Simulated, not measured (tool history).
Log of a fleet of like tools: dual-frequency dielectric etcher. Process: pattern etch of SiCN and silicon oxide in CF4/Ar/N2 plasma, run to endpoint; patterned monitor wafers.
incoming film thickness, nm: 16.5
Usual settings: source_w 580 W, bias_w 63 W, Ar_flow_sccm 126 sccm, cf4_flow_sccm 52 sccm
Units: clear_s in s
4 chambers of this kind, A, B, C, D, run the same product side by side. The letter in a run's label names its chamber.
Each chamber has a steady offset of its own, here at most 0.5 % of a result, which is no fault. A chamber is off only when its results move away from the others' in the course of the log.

run	hour	source_w	bias_w	Ar_flow_sccm	cf4_flow_sccm	clear_s
1D	6.9	580	63	126	52	17.467
# hour 10.1: chamber A: wet clean of the chamber
2B	15.1	580	63	126	52	17.574
3A	20.4	580	63	126	52	17.405
4C	28.1	580	63	126	52	17.57
5D	36.5	580	63	126	52	17.489
6C	44.2	690	63	106	52	14.571
7A	49	690	63	106	52	14.549
8B	56.9	690	63	106	52	14.571
# hour 57.8: chamber C: wet clean of the chamber
9B	62.6	690	63	106	52	14.672
10D	67.2	580	63	126	52	17.459
11C	73.5	580	63	126	52	17.478
12A	82	580	63	110	62	16.552
13B	87	580	63	110	62	16.596
# hour 88.9: chamber D: wet clean of the chamber
14C	92	580	63	110	62	16.512
15D	100.2	580	63	110	62	16.596
16A	106.1	580	63	126	52	17.491
17A	110.9	580	63	126	52	17.461
18D	116.3	580	63	126	52	17.491
19B	124.4	580	63	126	52	17.536
20C	130.1	580	63	126	52	17.511
# hour 130.7: chamber B: wet clean of the chamber
21C	135.1	580	63	126	52	17.501
22B	143.2	580	63	126	52	17.442
23A	147.5	580	63	126	52	17.61
24D	151.8	580	63	126	52	17.472
25C	161.1	580	63	126	52	17.374
26A	165.7	580	63	126	52	17.492
27B	173.3	490	63	98	52	19.334
28D	181.4	490	63	98	52	19.354

Next, every chamber runs the same settings. What will each give?
29A	188.2	580	63	126	52	?
29B	188.2	580	63	126	52	?
29C	188.2	580	63	126	52	?
29D	188.2	580	63	126	52	?

run	clear_s
29A	17.433
29B	17.45
29C	17.447
29D	17.368

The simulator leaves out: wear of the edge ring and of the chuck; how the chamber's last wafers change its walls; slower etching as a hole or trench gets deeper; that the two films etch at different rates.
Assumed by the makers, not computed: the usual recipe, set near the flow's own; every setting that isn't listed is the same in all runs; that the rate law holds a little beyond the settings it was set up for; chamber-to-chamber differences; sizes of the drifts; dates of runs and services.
